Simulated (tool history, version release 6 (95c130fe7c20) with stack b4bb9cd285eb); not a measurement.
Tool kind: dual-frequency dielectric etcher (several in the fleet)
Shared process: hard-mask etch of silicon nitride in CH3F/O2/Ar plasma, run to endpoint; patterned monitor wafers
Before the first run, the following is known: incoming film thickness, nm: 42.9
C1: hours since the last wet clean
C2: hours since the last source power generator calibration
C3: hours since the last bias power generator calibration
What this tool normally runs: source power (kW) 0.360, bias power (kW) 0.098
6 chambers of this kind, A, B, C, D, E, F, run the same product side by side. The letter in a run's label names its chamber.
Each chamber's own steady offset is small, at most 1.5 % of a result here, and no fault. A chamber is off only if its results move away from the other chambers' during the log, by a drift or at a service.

{"run": "1A", "hour": 15.3, "source power (kW)": 0.36, "bias power (kW)": 0.098, "C1": 314.9, "C2": 2127.6, "C3": 891.4, "endpoint time (s)": 58.081}
{"hour": 19.5, "done": "chamber C: wet clean of the chamber"}
{"run": "2F", "hour": 24.3, "source power (kW)": 0.36, "bias power (kW)": 0.098, "C1": 69.4, "C2": 3133.7, "C3": 1198.3, "endpoint time (s)": 58.212}
{"run": "3B", "hour": 35.2, "source power (kW)": 0.36, "bias power (kW)": 0.098, "C1": 319.6, "C2": 336.3, "C3": 1465.0, "endpoint time (s)": 58.367}
{"hour": 41.7, "done": "chamber E: wet clean of the chamber"}
{"run": "4D", "hour": 45.6, "source power (kW)": 0.36, "bias power (kW)": 0.098, "C1": 69.3, "C2": 160.5, "C3": 3602.3, "endpoint time (s)": 57.729}
{"hour": 52.6, "done": "chamber B: bias power generator calibrated"}
{"run": "5C", "hour": 53.3, "source power (kW)": 0.36, "bias power (kW)": 0.11, "C1": 33.8, "C2": 1153.0, "C3": 65.7, "endpoint time (s)": 54.679}
{"run": "6E", "hour": 64.7, "source power (kW)": 0.36, "bias power (kW)": 0.11, "C1": 23.1, "C2": 1766.5, "C3": 1071.4, "endpoint time (s)": 55.266}
{"run": "7A", "hour": 78.8, "source power (kW)": 0.36, "bias power (kW)": 0.11, "C1": 378.4, "C2": 2191.1, "C3": 954.9, "endpoint time (s)": 55.656}
{"hour": 80.4, "done": "chamber A: wet clean of the chamber"}
{"run": "8F", "hour": 93.9, "source power (kW)": 0.36, "bias power (kW)": 0.11, "C1": 139.0, "C2": 3203.3, "C3": 1267.9, "endpoint time (s)": 55.795}
{"run": "9D", "hour": 105.0, "source power (kW)": 0.36, "bias power (kW)": 0.11, "C1": 128.7, "C2": 219.9, "C3": 3661.7, "endpoint time (s)": 54.737}
{"run": "10C", "hour": 120.2, "source power (kW)": 0.36, "bias power (kW)": 0.11, "C1": 100.7, "C2": 1219.9, "C3": 132.6, "endpoint time (s)": 54.835}
{"run": "11B", "hour": 129.6, "source power (kW)": 0.36, "bias power (kW)": 0.098, "C1": 414.0, "C2": 430.7, "C3": 77.1, "endpoint time (s)": 58.007}
{"run": "12E", "hour": 144.6, "source power (kW)": 0.36, "bias power (kW)": 0.098, "C1": 103.0, "C2": 1846.4, "C3": 1151.3, "endpoint time (s)": 57.488}
{"run": "13C", "hour": 152.8, "source power (kW)": 0.36, "bias power (kW)": 0.098, "C1": 133.3, "C2": 1252.5, "C3": 165.2, "endpoint time (s)": 57.045}
{"hour": 154.8, "done": "chamber B: wet clean of the chamber"}
{"hour": 156.6, "done": "chamber F: source power generator calibrated"}
{"run": "14A", "hour": 168.2, "source power (kW)": 0.36, "bias power (kW)": 0.098, "C1": 87.9, "C2": 2280.5, "C3": 1044.3, "endpoint time (s)": 58.358}
{"run": "15D", "hour": 181.2, "source power (kW)": 0.36, "bias power (kW)": 0.098, "C1": 204.9, "C2": 296.1, "C3": 3737.9, "endpoint time (s)": 57.145}
{"run": "16B", "hour": 189.9, "source power (kW)": 0.36, "bias power (kW)": 0.098, "C1": 35.2, "C2": 491.0, "C3": 137.4, "endpoint time (s)": 59.929}
{"run": "17E", "hour": 197.8, "source power (kW)": 0.36, "bias power (kW)": 0.098, "C1": 156.2, "C2": 1899.6, "C3": 1204.5, "endpoint time (s)": 57.357}
{"run": "18F", "hour": 204.8, "source power (kW)": 0.36, "bias power (kW)": 0.098, "C1": 249.9, "C2": 48.2, "C3": 1378.8, "endpoint time (s)": 58.101}
{"hour": 204.9, "done": "chamber A: source power generator calibrated"}
{"run": "19C", "hour": 215.6, "source power (kW)": 0.36, "bias power (kW)": 0.098, "C1": 196.1, "C2": 1315.3, "C3": 228.0, "endpoint time (s)": 57.167}
{"run": "20E", "hour": 223.3, "source power (kW)": 0.36, "bias power (kW)": 0.098, "C1": 181.7, "C2": 1925.1, "C3": 1230.0, "endpoint time (s)": 57.282}
{"run": "21B", "hour": 230.3, "source power (kW)": 0.36, "bias power (kW)": 0.098, "C1": 75.6, "C2": 531.4, "C3": 177.8, "endpoint time (s)": 59.468}
{"run": "22D", "hour": 239.0, "source power (kW)": 0.36, "bias power (kW)": 0.098, "C1": 262.7, "C2": 353.9, "C3": 3795.7, "endpoint time (s)": 57.215}
{"run": "23A", "hour": 248.8, "source power (kW)": 0.36, "bias power (kW)": 0.098, "C1": 168.5, "C2": 43.9, "C3": 1124.9, "endpoint time (s)": 58.091}
{"run": "24F", "hour": 263.5, "source power (kW)": 0.36, "bias power (kW)": 0.098, "C1": 308.6, "C2": 106.9, "C3": 1437.5, "endpoint time (s)": 57.823}
{"run": "25D", "hour": 271.4, "source power (kW)": 0.36, "bias power (kW)": 0.098, "C1": 295.1, "C2": 386.3, "C3": 3828.1, "endpoint time (s)": 57.084}
{"run": "26C", "hour": 280.5, "source power (kW)": 0.36, "bias power (kW)": 0.098, "C1": 261.0, "C2": 1380.2, "C3": 292.9, "endpoint time (s)": 56.957}
{"run": "27B", "hour": 295.1, "source power (kW)": 0.36, "bias power (kW)": 0.098, "C1": 140.4, "C2": 596.2, "C3": 242.6, "endpoint time (s)": 59.753}
{"run": "28F", "hour": 304.7, "source power (kW)": 0.36, "bias power (kW)": 0.118, "C1": 349.8, "C2": 148.1, "C3": 1478.7, "endpoint time (s)": 54.551}
{"run": "29A", "hour": 315.9, "source power (kW)": 0.36, "bias power (kW)": 0.118, "C1": 235.6, "C2": 111.0, "C3": 1192.0, "endpoint time (s)": 54.08}
{"run": "30E", "hour": 322.8, "source power (kW)": 0.36, "bias power (kW)": 0.118, "C1": 281.2, "C2": 2024.6, "C3": 1329.5, "endpoint time (s)": 53.693}
{"run": "31F", "hour": 333.2, "source power (kW)": 0.36, "bias power (kW)": 0.118, "C1": 378.3, "C2": 176.6, "C3": 1507.2, "endpoint time (s)": 54.244}
{"run": "32C", "hour": 341.9, "source power (kW)": 0.36, "bias power (kW)": 0.118, "C1": 322.4, "C2": 1441.6, "C3": 354.3, "endpoint time (s)": 53.432}
{"run": "33D", "hour": 355.3, "source power (kW)": 0.36, "bias power (kW)": 0.118, "C1": 379.0, "C2": 470.2, "C3": 3912.0, "endpoint time (s)": 53.295}
{"run": "34E", "hour": 368.3, "source power (kW)": 0.36, "bias power (kW)": 0.098, "C1": 326.7, "C2": 2070.1, "C3": 1375.0, "endpoint time (s)": 57.241}
{"hour": 372.0, "done": "chamber D: wet clean of the chamber"}
{"run": "35A", "hour": 380.9, "source power (kW)": 0.36, "bias power (kW)": 0.098, "C1": 300.6, "C2": 176.0, "C3": 1257.0, "endpoint time (s)": 57.592}
{"run": "36B", "hour": 396.0, "source power (kW)": 0.36, "bias power (kW)": 0.098, "C1": 241.3, "C2": 697.1, "C3": 343.5, "endpoint time (s)": 59.802}
{"run": "37B", "hour": 406.2, "source power (kW)": 0.36, "bias power (kW)": 0.098, "C1": 251.5, "C2": 707.3, "C3": 353.7, "endpoint time (s)": 59.167}
{"run": "38C", "hour": 417.9, "source power (kW)": 0.36, "bias power (kW)": 0.098, "C1": 398.4, "C2": 1517.6, "C3": 430.3, "endpoint time (s)": 56.844}
{"run": "39E", "hour": 427.0, "source power (kW)": 0.36, "bias power (kW)": 0.098, "C1": 385.4, "C2": 2128.8, "C3": 1433.7, "endpoint time (s)": 57.335}
{"run": "40A", "hour": 441.8, "source power (kW)": 0.36, "bias power (kW)": 0.098, "C1": 361.5, "C2": 236.9, "C3": 1317.9, "endpoint time (s)": 58.179}
{"run": "41F", "hour": 453.8, "source power (kW)": 0.36, "bias power (kW)": 0.098, "C1": 498.9, "C2": 297.2, "C3": 1627.8, "endpoint time (s)": 58.07}
{"run": "42D", "hour": 462.5, "source power (kW)": 0.36, "bias power (kW)": 0.098, "C1": 90.6, "C2": 577.4, "C3": 4019.2, "endpoint time (s)": 57.215}
{"run": "43F", "hour": 473.8, "source power (kW)": 0.36, "bias power (kW)": 0.098, "C1": 518.9, "C2": 317.2, "C3": 1647.8, "endpoint time (s)": 58.004}

The same settings go to every chamber for the next run, one line per chamber below. Forecast the results for each:
{"run": "44A", "hour": 484.9, "source power (kW)": 0.36, "bias power (kW)": 0.075, "endpoint time (s)": "?"}
{"run": "44B", "hour": 484.9, "source power (kW)": 0.36, "bias power (kW)": 0.075, "endpoint time (s)": "?"}
{"run": "44C", "hour": 484.9, "source power (kW)": 0.36, "bias power (kW)": 0.075, "endpoint time (s)": "?"}
{"run": "44D", "hour": 484.9, "source power (kW)": 0.36, "bias power (kW)": 0.075, "endpoint time (s)": "?"}
{"run": "44E", "hour": 484.9, "source power (kW)": 0.36, "bias power (kW)": 0.075, "endpoint time (s)": "?"}
{"run": "44F", "hour": 484.9, "source power (kW)": 0.36, "bias power (kW)": 0.075, "endpoint time (s)": "?"}

run=44A endpoint_time_(s)=64.008
run=44B endpoint_time_(s)=65.804
run=44C endpoint_time_(s)=62.646
run=44D endpoint_time_(s)=63.279
run=44E endpoint_time_(s)=63.396
run=44F endpoint_time_(s)=64.426
